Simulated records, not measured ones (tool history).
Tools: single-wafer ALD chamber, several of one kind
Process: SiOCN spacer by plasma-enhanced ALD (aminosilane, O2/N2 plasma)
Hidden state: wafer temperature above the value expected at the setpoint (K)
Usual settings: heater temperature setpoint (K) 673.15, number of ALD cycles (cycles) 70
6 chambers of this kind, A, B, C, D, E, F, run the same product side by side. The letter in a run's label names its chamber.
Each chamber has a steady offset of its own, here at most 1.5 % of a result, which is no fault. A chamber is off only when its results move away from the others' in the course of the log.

run	hour	heater temperature setpoint (K)	number of ALD cycles (cycles)	hours since the last thermocouple change	read-back reference wafer on the same gauge, thickness_nm	mean film thickness on the monitor wafer (nm)
1B	4.3	673.15	70	1836.2	3.6499	4.2373
2C	12.1	673.15	70	508.6	3.652	4.1913
3F	21.1	673.15	70	2138.9	3.6525	4.2068
4E	27	673.15	70	1021.5	3.6508	4.1556
5D	33.8	673.15	70	375.1	3.6492	4.2537
6A	41.2	673.15	70	671.2	3.6486	4.1928
7C	48.3	673.15	70	544.8	3.65	4.2303
8B	57.6	673.15	70	1889.5	3.6508	4.1833
9A	62.5	673.15	70	692.5	3.6522	4.1967
10D	70.2	673.15	70	411.5	3.6515	4.2425
11F	76.1	673.15	70	2193.9	3.6532	4.2069
12E	81.7	673.15	70	1076.2	3.6516	4.1561
13A	85.9	673.15	70	715.9	3.6508	4.169
14E	93.8	673.15	70	1088.3	3.6508	4.1707
15D	99.7	673.15	70	441	3.6544	4.2372
16F	104.2	673.15	70	2222	3.6497	4.221
17B	112.8	673.15	70	1944.7	3.6484	4.2198
18C	121.5	673.15	70	618	3.6534	4.2603
19B	130.8	673.15	70	1962.7	3.6501	4.2286
20C	135.2	673.15	70	631.7	3.6531	4.2146
21E	142.7	685.15	82	1137.2	3.6491	4.7325
22D	148.1	685.15	82	489.4	3.6507	4.8052
23F	155.3	685.15	82	2273.1	3.6514	4.7348
24A	163.4	685.15	82	793.4	3.6469	4.7394
25E	169.8	685.15	82	1164.3	3.6535	4.7252
26F	178	685.15	82	2295.8	3.6456	4.7271
27C	183.2	673.15	70	679.7	3.6531	4.2179
28B	192.5	673.15	70	2024.4	3.6496	4.2089
29A	200.1	673.15	70	830.1	3.651	4.171
30D	205.5	673.15	70	546.8	3.6522	4.2366
31C	209.8	673.15	70	706.3	3.6506	4.1988
32B	214.4	673.15	70	2046.3	3.6503	4.2238
33A	223.4	673.15	70	853.4	3.6513	4.194
34F	227.8	682.15	76	2345.6	3.65	4.4595
35E	232	682.15	76	1226.5	3.6487	4.3941
36D	236.7	682.15	76	578	3.6492	4.4884

Is one chamber off against the others, does the gauge drift, or is nothing wrong? If a chamber is off, say which, and what the likeliest cause is.

No chamber stands off beyond its own small offset, and the gauge holds steady.

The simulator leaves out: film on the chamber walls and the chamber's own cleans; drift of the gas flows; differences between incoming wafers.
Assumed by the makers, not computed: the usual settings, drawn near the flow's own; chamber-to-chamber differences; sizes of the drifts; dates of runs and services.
